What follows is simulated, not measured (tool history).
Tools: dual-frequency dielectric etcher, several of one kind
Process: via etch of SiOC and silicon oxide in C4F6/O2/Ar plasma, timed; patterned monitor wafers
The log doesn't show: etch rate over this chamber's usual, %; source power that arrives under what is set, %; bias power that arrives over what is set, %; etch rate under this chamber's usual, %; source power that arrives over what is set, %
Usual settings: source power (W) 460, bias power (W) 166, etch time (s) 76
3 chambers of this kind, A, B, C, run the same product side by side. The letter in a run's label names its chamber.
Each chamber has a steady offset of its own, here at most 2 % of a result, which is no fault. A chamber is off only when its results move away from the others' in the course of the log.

run,hour,source power (W),bias power (W),etch time (s),hours since the last wet clean,hours since the last source power generator calibration,hours since the last bias power generator calibration,"read-back reference wafer on the same gauge, depth_nm",mean etch depth across the wafer (Å)
1C,6.1,460,166,76,281.9,360.5,1242.7,82.314,895.6
2B,10.4,460,166,76,58.9,169.1,2108.6,82.389,887.47
3A,15.5,460,166,76,102.2,856.8,3153,82.176,883.88
4A,19,460,166,76,105.7,860.3,3156.5,82.345,880.84
5C,25.3,580,166,88.5,301.1,379.7,1261.9,82.358,1143.7
6B,29.7,580,166,88.5,78.2,188.4,2127.9,82.373,1140.2
7B,35.5,580,166,88.5,84,194.2,2133.7,82.216,1135.1
8C,41.9,460,193,84,317.7,396.3,1278.5,82.308,1045.2
9A,47.9,460,193,84,134.6,889.2,3185.4,82.422,1023.2
10C,54.7,460,193,84,330.5,409.1,1291.3,82.339,1038.2
11B,58.9,460,166,76,107.4,217.6,2157.1,82.392,887.02
12A,64.7,460,166,76,151.4,906,3202.2,82.398,880.76
13B,70.7,460,166,76,119.2,229.4,2168.9,82.267,895.09
14A,75.5,460,166,76,162.2,916.8,3213,82.303,883.08
15C,81.1,460,166,76,356.9,435.5,1317.7,82.368,879.84
16C,86.9,460,166,76,362.7,441.3,1323.5,82.247,884.71
17A,93,460,166,76,179.7,934.3,3230.5,82.403,889.47
18B,100.1,460,166,76,148.6,258.8,2198.3,82.198,887.07
19B,103.9,460,166,76,152.4,262.6,2202.1,82.313,893.28
20A,110.3,460,166,76,197,951.6,3247.8,82.324,878.64
21C,114.6,460,166,76,390.4,469,1351.2,82.234,862.45

All 3 chambers run these settings next. Forecast each chamber's results:
22A,119.8,460,166,76,,,,,?
22B,119.8,460,166,76,,,,,?
22C,119.8,460,166,76,,,,,?

run,mean etch depth across the wafer (Å)
22A,884.05
22B,883.33
22C,854.53
